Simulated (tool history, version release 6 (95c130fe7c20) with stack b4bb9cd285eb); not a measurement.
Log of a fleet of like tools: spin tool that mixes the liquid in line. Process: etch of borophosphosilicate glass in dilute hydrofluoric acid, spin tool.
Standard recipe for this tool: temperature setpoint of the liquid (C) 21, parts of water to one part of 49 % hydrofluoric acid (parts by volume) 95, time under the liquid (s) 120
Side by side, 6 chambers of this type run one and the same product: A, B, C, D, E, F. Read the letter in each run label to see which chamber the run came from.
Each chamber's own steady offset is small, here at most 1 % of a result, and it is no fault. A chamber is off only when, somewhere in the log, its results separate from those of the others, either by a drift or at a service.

run	hour	temperature setpoint of the liquid (C)	parts of water to one part of 49 % hydrofluoric acid (parts by volume)	time under the liquid (s)	read-back film thickness of the borophosphosilicate glass reference wafer, read on the same gauge (nm)	thickness taken off the borophosphosilicate glass on a monitor wafer (angstrom)
1F	5.3	21	95	120	39.944	521.63
2A	13.2	21	95	120	40.037	515.92
3D	20.7	21	95	120	40.015	512.25
4B	25.9	21	95	120	39.978	510.31
5C	31.7	21	95	120	40.000	514.05
6E	38.7	21	95	120	40.049	508.68
7A	46.2	21	95	120	40.025	514.82
8D	51.1	21	95	120	40.043	521.46
9E	58.0	21	95	120	39.999	521.32
10C	65.3	21	95	120	39.977	517.91
11F	73.0	21	95	120	39.934	513.28
12B	80.7	21	95	120	40.000	518.33
13C	84.5	21	95	100	39.974	428.07
14F	90.3	21	95	100	40.030	438.96
15D	95.7	21	95	100	39.980	424.12
16A	100.6	21	95	100	40.041	431.41
17E	106.4	21	95	100	39.986	432.15
18B	114.1	21	95	100	39.991	433.59
19A	119.9	21	95	120	40.008	515.51
20D	126.0	21	95	120	39.971	512.09
21B	130.4	21	95	120	40.006	510.70
22E	134.1	21	95	120	40.036	513.07
# hour 137.8: chamber E: hydrofluoric acid flow meter replaced
23C	141.5	21	95	120	39.959	518.18
24F	145.1	21	95	120	39.983	518.05
25D	152.1	21	95	120	40.007	506.55
26A	159.4	21	120	120	40.036	394.43
27E	166.1	21	120	120	39.991	398.41
28B	170.2	21	120	120	40.001	396.09
29F	175.4	21	120	120	39.984	402.84
30C	179.7	21	120	120	39.969	401.24
31D	184.8	21	120	120	39.941	391.72
32E	190.8	21	65	120	40.035	784.58
33A	198.0	21	65	120	40.014	768.43
# hour 201.8: chamber D: hydrofluoric acid flow meter replaced
34F	205.4	21	65	120	40.017	784.66
35B	211.1	21	65	120	39.971	785.26
36C	218.3	21	65	120	40.023	773.96
37D	223.7	21	65	120	39.981	767.66
38B	230.0	21	95	120	40.054	514.74
39E	237.1	21	95	120	39.977	515.39
40A	243.8	21	95	120	39.985	511.73
41F	247.8	21	95	120	40.018	516.59

One chamber off, gauge drift, or nothing amiss beyond the chambers' own small offsets? If it is a chamber, which one, and what is the likeliest cause?

No chamber is off and the gauge is stable; the differences are just each chamber's small, constant offset.
